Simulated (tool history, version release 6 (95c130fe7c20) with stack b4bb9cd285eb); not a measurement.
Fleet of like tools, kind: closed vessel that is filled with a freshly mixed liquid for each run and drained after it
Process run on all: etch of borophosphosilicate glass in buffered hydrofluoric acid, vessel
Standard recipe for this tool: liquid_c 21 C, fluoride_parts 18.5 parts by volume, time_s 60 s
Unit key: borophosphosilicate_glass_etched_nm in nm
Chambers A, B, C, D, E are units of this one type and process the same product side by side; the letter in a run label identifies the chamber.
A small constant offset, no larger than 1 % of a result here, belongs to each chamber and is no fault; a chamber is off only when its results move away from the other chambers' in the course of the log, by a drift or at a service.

| run | hour | liquid_c | fluoride_parts | time_s | read-back film thickness of the borophosphosilicate glass reference wafer, read on the same gauge (nm) | borophosphosilicate_glass_etched_nm |
|---|---|---|---|---|---|---|
| 1A | 5 | 21 | 18.5 | 60 | 69.996 | 51.852 |
| 2B | 8.8 | 21 | 18.5 | 60 | 70.008 | 52.317 |
| 3D | 11.9 | 21 | 18.5 | 60 | 69.962 | 51.394 |
| 4E | 17.7 | 21 | 18.5 | 60 | 70.006 | 51.639 |
| 5C | 20.7 | 21 | 18.5 | 60 | 69.997 | 52.11 |
| 6B | 25.6 | 25 | 14 | 60 | 70.011 | 85.696 |
| 7C | 28.6 | 25 | 14 | 60 | 69.997 | 84.236 |
| 8A | 32.8 | 25 | 14 | 60 | 69.97 | 84.44 |
| 9D | 37.7 | 25 | 14 | 60 | 69.988 | 84.247 |
| 10E | 43.6 | 25 | 14 | 60 | 70.03 | 83.144 |
| 11B | 48.8 | 21 | 18.5 | 60 | 70.033 | 51.555 |
| 12E | 54.4 | 21 | 18.5 | 60 | 69.99 | 51.178 |
| 13A | 57.1 | 21 | 18.5 | 60 | 70.04 | 52.416 |
| 14C | 61.2 | 21 | 18.5 | 30 | 69.94 | 25.789 |
| 15D | 64.2 | 21 | 18.5 | 30 | 69.979 | 25.78 |
| 16E | 68.4 | 21 | 18.5 | 30 | 70.06 | 25.054 |
| 17B | 73.6 | 21 | 18.5 | 30 | 69.983 | 26.086 |
| 18D | 78.6 | 21 | 18.5 | 30 | 70.028 | 25.973 |
| 19A | 84.7 | 22.5 | 18.5 | 60 | 69.999 | 55.801 |
| 20C | 88.4 | 22.5 | 18.5 | 60 | 70.012 | 55.887 |
| 21C | 93.8 | 22.5 | 18.5 | 60 | 69.962 | 56.425 |
| 22D | 99.5 | 22.5 | 18.5 | 60 | 70.032 | 55.859 |
| 23A | 103.3 | 22.5 | 18.5 | 60 | 70.002 | 56.251 |
| 24E | 107.7 | 23 | 25.5 | 60 | 70.053 | 42.664 |
| 25B | 112.7 | 23 | 25.5 | 60 | 69.999 | 44.482 |
| 26E | 118.7 | 23 | 25.5 | 60 | 69.979 | 43.433 |
| 27C | 123.2 | 23 | 25.5 | 60 | 70.007 | 44.932 |
| 28A | 126.7 | 23 | 25.5 | 60 | 70.046 | 44.813 |
| 29B | 132.4 | 21 | 18.5 | 60 | 70.023 | 51.451 |
| 30D | 138.4 | 21 | 18.5 | 60 | 70.017 | 51.59 |
| 31C | 142.8 | 21 | 18.5 | 60 | 70.007 | 51.824 |
| 32B | 146.7 | 21 | 18.5 | 60 | 69.971 | 51.141 |
| 33A | 151.9 | 21 | 18.5 | 60 | 69.95 | 52.022 |
|  | 155.3 | chamber E: hydrofluoric acid flow meter replaced |
| 34D | 158.2 | 21 | 18.5 | 60 | 69.987 | 51.259 |
| 35E | 163.6 | 21 | 18.5 | 60 | 70.004 | 47.554 |
| 36E | 167.2 | 21 | 18.5 | 60 | 69.953 | 47.971 |

All chambers now run identical settings, listed one chamber a line with results as question marks. What results will each chamber show?
| 37A | 171.7 | 21 | 18.5 | 60 |  | ? |
| 37B | 171.7 | 21 | 18.5 | 60 |  | ? |
| 37C | 171.7 | 21 | 18.5 | 60 |  | ? |
| 37D | 171.7 | 21 | 18.5 | 60 |  | ? |
| 37E | 171.7 | 21 | 18.5 | 60 |  | ? |

| run | borophosphosilicate_glass_etched_nm |
|---|---|
| 37A | 52.221 |
| 37B | 51.04 |
| 37C | 52.022 |
| 37D | 51.47 |
| 37E | 47.774 |
